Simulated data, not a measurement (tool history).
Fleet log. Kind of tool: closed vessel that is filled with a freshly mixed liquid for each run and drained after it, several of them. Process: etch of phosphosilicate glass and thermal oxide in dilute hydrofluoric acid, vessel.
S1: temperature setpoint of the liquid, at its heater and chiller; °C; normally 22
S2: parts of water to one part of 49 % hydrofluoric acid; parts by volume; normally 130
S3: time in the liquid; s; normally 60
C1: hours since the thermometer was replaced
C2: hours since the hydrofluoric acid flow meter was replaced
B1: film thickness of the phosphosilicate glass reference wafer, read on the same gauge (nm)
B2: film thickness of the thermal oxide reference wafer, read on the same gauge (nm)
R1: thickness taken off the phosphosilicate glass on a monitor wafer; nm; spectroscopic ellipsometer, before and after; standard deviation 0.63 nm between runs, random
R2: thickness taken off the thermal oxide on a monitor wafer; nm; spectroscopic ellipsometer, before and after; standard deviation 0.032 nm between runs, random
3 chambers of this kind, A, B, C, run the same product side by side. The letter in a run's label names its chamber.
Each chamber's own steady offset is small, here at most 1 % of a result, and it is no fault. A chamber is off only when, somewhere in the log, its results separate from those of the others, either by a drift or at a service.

run,day,S1,S2,S3,C1,C2,B1,B2,R1,R2
1B,0.471,22,130,60,283.6,410.7,119.97,100.05,81.709,1.9746
2A,0.796,22,130,60,618.8,117.1,120.02,100,82.224,1.9391
3C,1.071,22,130,60,769.8,575.8,120,100.01,81.837,1.9855
4C,1.45,22,130,60,778.9,584.9,120,100.01,82.567,1.9394
5B,1.838,22,130,60,316.4,443.5,119.99,99.985,82.086,1.9279
6A,2.296,22,130,60,654.8,153.1,120.01,99.984,82.343,1.9129
7C,2.612,22,130,60,806.8,612.8,120.01,99.984,82.823,1.8828
8A,3.05,23.5,130,60,672.9,171.2,119.96,99.989,87.14,2.1069
9B,3.3,23.5,130,60,351.5,478.6,120,100.01,87.098,2.0464
10A,3.65,23.5,130,60,687.3,185.6,119.98,100.01,87.36,2.0467
11C,4.083,22,130,60,842.1,648.1,119.99,100.02,82.885,1.9147
12B,4.325,25.5,80,60,376.1,503.2,120.01,100.01,162.32,3.7914
13B,4.8,25.5,80,60,387.5,514.6,120.03,99.97,160.07,3.787
14A,5.038,25.5,80,60,720.6,218.9,119.99,99.954,166.35,3.7941
15C,5.3,24.5,150,60,871.3,677.3,119.99,99.991,77.542,1.7958
16B,5.592,24.5,150,60,406.5,533.6,119.98,100.02,76.643,1.8157
17C,5.912,24.5,150,60,886,692,119.99,100.05,77.827,1.7949
18A,6.367,22,130,60,752.5,250.8,120.02,99.98,81.881,1.9809
19C,6.746,22,130,60,906,712,120,99.974,81.604,1.8838
20A,7.183,22,190,60,772.1,270.4,119.98,99.991,52.684,1.2244
21B,7.546,22,190,60,453.4,580.5,120,99.988,52.574,1.2553
# day 7.55: chamber A: thermometer replaced
22B,8.025,22,190,60,464.9,592,120.01,100.01,52.694,1.2559
23A,8.35,22,130,60,19.3,298.4,120.02,100,82.647,1.9707
24C,8.608,22,130,60,950.7,756.7,119.96,100.03,81.752,1.95
25B,8.867,22,130,60,485.1,612.2,120,99.951,83.104,1.9388
26C,9.229,22,130,40,965.6,771.6,120.02,99.972,55.157,1.2755
27A,9.625,22,130,40,49.9,329,119.98,100.05,54.461,1.3309
28A,10.021,22,130,40,59.4,338.5,119.98,100.02,54.388,1.3138
29B,10.488,22,130,60,524,651.1,119.99,99.971,82.844,2.0165
30C,10.783,22,130,60,1002.9,808.9,119.99,100.01,81.727,1.9517
31A,11,22,130,60,82.9,362,119.98,100.01,83.749,1.9631

All chambers now run identical settings, listed one chamber a line with results as question marks. What results will each chamber show?
32A,11.346,22,130,60,,,,,?,?
32B,11.346,22,130,60,,,,,?,?
32C,11.346,22,130,60,,,,,?,?

run,R1,R2
32A,82.648,1.904
32B,82.908,1.964
32C,82.13,1.8766

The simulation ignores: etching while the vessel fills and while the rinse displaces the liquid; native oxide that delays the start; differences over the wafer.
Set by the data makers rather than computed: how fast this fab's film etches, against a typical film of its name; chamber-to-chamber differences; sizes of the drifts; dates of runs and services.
